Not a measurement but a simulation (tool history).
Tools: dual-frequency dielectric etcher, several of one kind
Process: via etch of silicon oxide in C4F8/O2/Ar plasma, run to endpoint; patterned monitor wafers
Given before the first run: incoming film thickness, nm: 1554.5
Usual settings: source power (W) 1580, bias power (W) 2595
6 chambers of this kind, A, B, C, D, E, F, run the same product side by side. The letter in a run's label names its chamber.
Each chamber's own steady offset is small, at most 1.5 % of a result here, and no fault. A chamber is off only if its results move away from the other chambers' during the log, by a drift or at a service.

run	day	source power (W)	bias power (W)	endpoint time (s)
1C	0.383	1580	2595	315
2D	0.775	1580	2595	309.66
3E	1.2	1580	2595	313.06
4A	1.571	1580	2595	311.39
5F	1.892	1580	2595	313.74
6B	2.179	1890	2595	286.81
7D	2.588	1890	2595	288.92
8C	2.808	1890	2595	295.29
# day 3.067: chamber F: wet clean of the chamber
9E	3.167	1890	2595	292.93
10B	3.521	1890	2595	287.41
11A	3.854	1890	2595	292.93
12F	4.262	1580	2595	314.95
13F	4.521	1580	2595	313.33
14C	4.896	1580	2595	315.56
15B	5.308	1580	2595	311.83
16A	5.496	1580	1967	337.48
17E	5.825	1580	1967	339.49
18D	6.175	1580	1967	339.21
19D	6.496	1580	1967	335.07
20B	6.696	1580	1967	344.69
21C	6.904	1580	1967	342.14
# day 6.925: chamber A: wet clean of the chamber
22F	7.15	1580	2815	306.23
23E	7.558	1580	2815	306.51
24A	7.904	1580	2815	302.03
25E	8.3	1580	2815	306.19
26B	8.621	1580	2815	300.05
27D	9.033	1580	2815	304.86
# day 9.225: chamber C: source power generator calibrated
28C	9.442	1580	2595	317.42
29A	9.846	1580	2595	307.39
30F	10.117	1580	2595	314.63
# day 10.425: chamber E: wet clean of the chamber
31F	10.471	1580	2595	313.08
32B	10.842	1580	2595	308.17
33E	11.208	1580	2595	312.83
34A	11.45	1580	2595	311.49
35D	11.721	1580	2595	309.38
36C	12.138	1190	2595	353.61
37B	12.492	1190	2595	350.09
38F	12.808	1190	2595	348.62
39A	13.021	1190	2595	348.04
# day 13.321: chamber D: wet clean of the chamber
40D	13.433	1190	2595	348.87

All 6 chambers run these settings next. Forecast each chamber's results:
41A	13.742	1950	2595	?
41B	13.742	1950	2595	?
41C	13.742	1950	2595	?
41D	13.742	1950	2595	?
41E	13.742	1950	2595	?
41F	13.742	1950	2595	?

run	endpoint time (s)
41A	284.87
41B	286.32
41C	289.02
41D	284.11
41E	288.12
41F	291.18
